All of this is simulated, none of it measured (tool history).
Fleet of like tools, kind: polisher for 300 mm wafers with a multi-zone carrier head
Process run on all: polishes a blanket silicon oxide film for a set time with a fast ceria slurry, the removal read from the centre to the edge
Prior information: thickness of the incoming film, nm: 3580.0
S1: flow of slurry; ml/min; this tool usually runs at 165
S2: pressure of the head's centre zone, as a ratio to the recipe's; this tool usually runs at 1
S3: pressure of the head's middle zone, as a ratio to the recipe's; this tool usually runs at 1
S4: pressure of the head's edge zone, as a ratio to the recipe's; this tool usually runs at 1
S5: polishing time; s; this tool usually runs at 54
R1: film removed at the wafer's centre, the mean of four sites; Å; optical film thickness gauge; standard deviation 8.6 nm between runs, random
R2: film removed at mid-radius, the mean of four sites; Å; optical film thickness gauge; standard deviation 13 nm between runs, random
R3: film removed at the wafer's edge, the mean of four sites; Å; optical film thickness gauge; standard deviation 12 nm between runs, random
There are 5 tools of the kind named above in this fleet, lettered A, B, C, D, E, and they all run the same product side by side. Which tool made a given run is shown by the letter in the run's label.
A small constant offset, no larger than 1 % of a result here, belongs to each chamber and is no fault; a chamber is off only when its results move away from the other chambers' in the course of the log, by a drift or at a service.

run	day	S1	S2	S3	S4	S5	R1	R2	R3
1A	0.467	165	1	1	1	54	10180	10538	10159
# day 0.512: chamber D: worn pad replaced by a new one
# day 0.717: chamber A: worn pad replaced by a new one
2B	0.721	165	1	1	1	54	10120	10245	10197
3E	1.008	165	1	1	1	54	9947	10221	10169
4C	1.275	165	1	1	1	54	10211	10178	10170
5D	1.504	165	1	0.9	1.12	54	10272	9494.8	10968
6D	1.933	165	1	0.9	1.12	54	10169	9377.1	10835
# day 2.046: chamber B: worn pad replaced by a new one
# day 2.229: chamber D: edge zone pressure recalibrated
7E	2.392	165	1	0.9	1.12	54	10132	9303.2	10936
# day 2.817: chamber D: slurry nozzle cleaned
8A	2.867	165	1	0.9	1.12	54	10283	9142.6	10794
# day 3.038: chamber D: centre zone pressure recalibrated
9B	3.15	165	1	0.9	1.12	54	10172	9417.6	11124
# day 3.229: chamber C: centre zone pressure recalibrated
10C	3.462	135	0.96	1	1	54	9281.3	9933.2	10056
11D	3.712	135	0.96	1	1	54	9318	9760.6	9812.2
# day 3.733: chamber E: worn pad replaced by a new one
12B	3.954	135	0.96	1	1	54	9184	10117	10076
13E	4.221	135	0.96	1	1	54	9401.9	9785.1	10081
# day 4.492: chamber E: centre zone pressure recalibrated
14C	4.683	135	0.96	1	1	54	9359.8	9903.9	9988.1
15A	4.933	165	1	1	1	54	10164	10114	10268
# day 5.196: chamber E: edge zone pressure recalibrated
16E	5.304	165	1	1	1	54	9553	10222	10233
17C	5.662	165	1	1	1	54	10333	10434	10188
18A	5.979	165	1	1	0.92	54	10202	10146	9703.9
19B	6.371	165	1	1	0.92	54	10282	10457	9794.7
20D	6.6	165	1	1	0.92	54	10325	10033	9890.6
# day 6.775: chamber A: worn pad replaced by a new one
21D	6.829	165	1	1	0.92	54	10295	10307	9682.4
# day 7.133: chamber C: worn pad replaced by a new one
22A	7.288	165	1	1	0.92	54	10146	10217	10054
23C	7.567	200	1	1	1	54	10626	10402	10253
# day 7.892: chamber D: worn pad replaced by a new one
24E	7.912	200	1	1	1	54	9919.4	10592	10527
25B	8.288	200	1	1	1	54	10633	10627	10505
# day 8.638: chamber E: worn pad replaced by a new one
26B	8.692	200	1	1	1	54	10502	10665	10586
27C	8.975	200	1	1	1	54	10661	10318	10493
# day 8.988: chamber B: worn pad replaced by a new one
28E	9.396	165	1	1	1	54	9488	10018	10220
29D	9.8	165	1	1	1	54	10344	10366	10430
30A	10.212	165	1	1	1	54	10215	10191	10201
31E	10.617	165	1	1	1	54	9577.6	10137	10355
32B	10.979	165	1	1	1	54	10164	10476	10167
33A	11.183	165	1	1	1	54	10164	10253	10171
# day 11.279: chamber C: edge zone pressure recalibrated
34C	11.462	165	1	1	1	54	10232	10240	10086

Decide between three cases: one chamber stands off from its peers, the gauge reading all wafers drifts, or nothing is wrong past each chamber's small offset. Where a chamber is off, say which and what most likely put it there.

After it was serviced, chamber E no longer matches the other chambers.
Most likely cause: centre zone's pressure below its setpoint, % = 6.

Chamber E could run next with any of the 4 candidate recipes listed below; each alters the usual settings, and their results appear as question marks. Which one brings its results back in line with what the other chambers deliver on the usual settings?
A result is in line if it is within this distance of the other chambers' mean on the usual settings: R1 300 Å; R2 440 Å; R3 410 Å
35E-1	11.804	160	0.94	1.01	1.02	54	?	?	?
35E-2	11.804	165	0.98	1	1.01	54	?	?	?
35E-3	11.804	170	1.06	0.99	0.98	54	?	?	?
35E-4	11.804	165	1.02	1	0.99	54	?	?	?

What the other chambers average on the usual settings: R1 10223 Å; R2 10250 Å; R3 10276 Å
run	R1	R2	R3
35E-1	8840.5	10139	10317
35E-2	9318.5	10099	10304
35E-3	10226	10053	10181
35E-4	9744.1	10097	10196
Change 35E-3 lands the chamber within the allowed miss of the other chambers.
